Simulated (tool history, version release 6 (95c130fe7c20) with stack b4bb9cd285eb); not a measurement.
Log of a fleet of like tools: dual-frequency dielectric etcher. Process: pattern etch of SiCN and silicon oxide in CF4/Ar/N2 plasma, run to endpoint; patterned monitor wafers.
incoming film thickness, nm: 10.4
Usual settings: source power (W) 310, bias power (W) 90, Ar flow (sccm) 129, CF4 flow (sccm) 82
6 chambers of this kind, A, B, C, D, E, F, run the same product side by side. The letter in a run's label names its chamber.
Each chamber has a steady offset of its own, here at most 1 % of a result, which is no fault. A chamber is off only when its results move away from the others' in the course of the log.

run	day	source power (W)	bias power (W)	Ar flow (sccm)	CF4 flow (sccm)	hours since the last wet clean	hours since the last source power generator calibration	hours since the last bias power generator calibration	hours since the last Ar flow controller change	hours since the last CF4 flow controller change	endpoint time (s)
1A	0.262	310	90	129	82	159.3	2541.4	73.4	1752.3	1704.5	15.742
2C	0.696	310	90	129	82	346.4	2320.6	1547.2	1821.8	4777.7	15.599
3E	1.025	310	90	129	82	305.8	3759.7	1859.2	2259.1	132.9	15.756
# day 1.108: chamber F: bias power generator calibrated
4D	1.321	310	90	129	82	86	476.3	1826.5	646.6	1115.5	15.757
# day 1.442: chamber D: bias power generator calibrated
5B	1.742	310	90	129	82	414.3	1914.1	1251.8	1040.9	115.3	15.805
# day 2.158: chamber F: CF4 flow controller replaced
6F	2.204	310	90	129	82	417.1	3796.2	26.4	1611.5	1.2	15.849
7E	2.671	310	90	129	82	345.3	3799.2	1898.7	2298.6	172.4	15.885
8F	2.983	310	90	129	82	435.8	3814.9	45.1	1630.2	19.9	15.75
9B	3.304	310	90	129	82	451.8	1951.6	1289.3	1078.4	152.8	15.779
10A	3.762	310	90	129	82	243.3	2625.4	157.4	1836.3	1788.5	15.642
# day 4.271: chamber C: wet clean of the chamber
11C	4.275	310	90	129	82	0.2	2406.5	1633.1	1907.7	4863.6	15.852
12D	4.579	250	90	129	94	164.2	554.5	75.4	724.8	1193.7	18.723
# day 4.717: chamber C: bias power generator calibrated
13A	4.854	250	90	129	94	269.5	2651.6	183.6	1862.5	1814.7	18.799
# day 4.883: chamber B: wet clean of the chamber
14F	5.15	250	90	129	94	487.8	3866.9	97.1	1682.2	71.9	18.726
# day 5.35: chamber F: source power generator calibrated
# day 5.5: chamber F: wet clean of the chamber
15E	5.633	250	90	129	94	416.4	3870.3	1969.8	2369.7	243.5	18.886
16D	5.871	250	90	129	94	195.2	585.5	106.4	755.8	1224.7	18.528
17C	6.283	250	90	129	94	48.4	2454.7	37.7	1955.9	4911.8	18.667
# day 6.383: chamber C: source power generator calibrated
18B	6.675	310	72	129	97	43	2032.5	1370.2	1159.3	233.7	16.609
19B	7.196	310	72	129	97	55.5	2045	1382.7	1171.8	246.2	16.631
20F	7.738	310	72	129	97	53.8	57.4	159.2	1744.3	134	16.159
21D	8.242	310	72	129	97	252.1	642.4	163.3	812.7	1281.6	16.693
22C	8.783	310	72	129	97	108.4	57.7	97.7	2015.9	4971.8	16.484
23E	9.233	310	72	129	97	502.8	3956.7	2056.2	2456.1	329.9	16.954
24A	9.592	310	90	129	82	383.2	2765.3	297.3	1976.2	1928.4	15.806
25B	10.104	310	90	129	82	125.3	2114.8	1452.5	1241.6	316	16.003
26F	10.508	310	90	129	82	120.3	123.9	225.7	1810.8	200.5	15.142
27A	11.021	310	90	129	82	417.5	2799.6	331.6	2010.5	1962.7	15.592
28C	11.479	310	90	129	82	173.1	122.4	162.4	2080.6	5036.5	15.733
29D	11.992	310	111	154	82	342.1	732.4	253.3	902.7	1371.6	15.058
30E	12.262	310	111	154	82	575.5	4029.4	2128.9	2528.8	402.6	15.004
31F	12.725	310	111	154	82	173.5	177.1	278.9	1864	253.7	14.532
32A	13.171	310	111	154	82	469.1	2851.2	383.2	2062.1	2014.3	14.988
# day 13.304: chamber F: Ar flow controller replaced
33B	13.412	310	111	154	82	204.7	2194.2	1531.9	1321	395.4	15.033
# day 13.692: chamber A: wet clean of the chamber
34D	13.875	310	111	154	82	387.3	777.6	298.5	947.9	1416.8	15.034
# day 13.912: chamber E: wet clean of the chamber
35C	14.271	310	90	129	82	240.1	189.4	229.4	2147.6	5103.5	15.659
36E	14.612	310	90	129	82	16.8	4085.8	2185.3	2585.2	459	15.928
# day 14.775: chamber E: bias power generator calibrated
37F	15.121	310	90	129	82	231	234.6	336.4	43.7	311.2	15.209
38C	15.562	310	90	129	82	271.1	220.4	260.4	2178.6	5134.5	15.829
39A	15.988	310	90	129	82	55.2	2918.8	450.8	2129.7	2081.9	15.797
40D	16.496	310	90	129	82	450.2	840.5	361.4	1010.8	1479.7	15.698
41E	16.958	310	90	129	82	73.1	4142.1	52.4	2641.5	515.3	15.952
42B	17.404	380	90	129	82	300.5	2290	1627.7	1416.8	491.2	13.19
43C	17.688	380	90	129	82	322.1	271.4	311.4	2229.6	5185.5	13.028

Is one chamber off against the others, does the gauge drift, or is nothing wrong? If a chamber is off, say which, and what the likeliest cause is.

A service left chamber F off against the others.
Cause: source power that arrives over what is set, % = 4.61.
The log may not tell that from: etch rate over this chamber's usual, %.

Here are 4 candidates for chamber F's next run, each the usual settings with a change, their results left as question marks. Which one brings its results back in line with what the others give on the usual settings?
In line means no further than this from the other chambers' mean on the usual settings: endpoint time (s) 0.43
44F-1	18.075	300	89	129	82						?
44F-2	18.075	340	93	129	83						?
44F-3	18.075	310	73	139	76						?
44F-4	18.075	310	99	124	82						?

The other chambers' mean on the usual settings: endpoint time (s) 15.766
run	endpoint time (s)
44F-1	15.643
44F-2	13.782
44F-3	16.674
44F-4	14.549
44F-1 brings the chamber back in line.
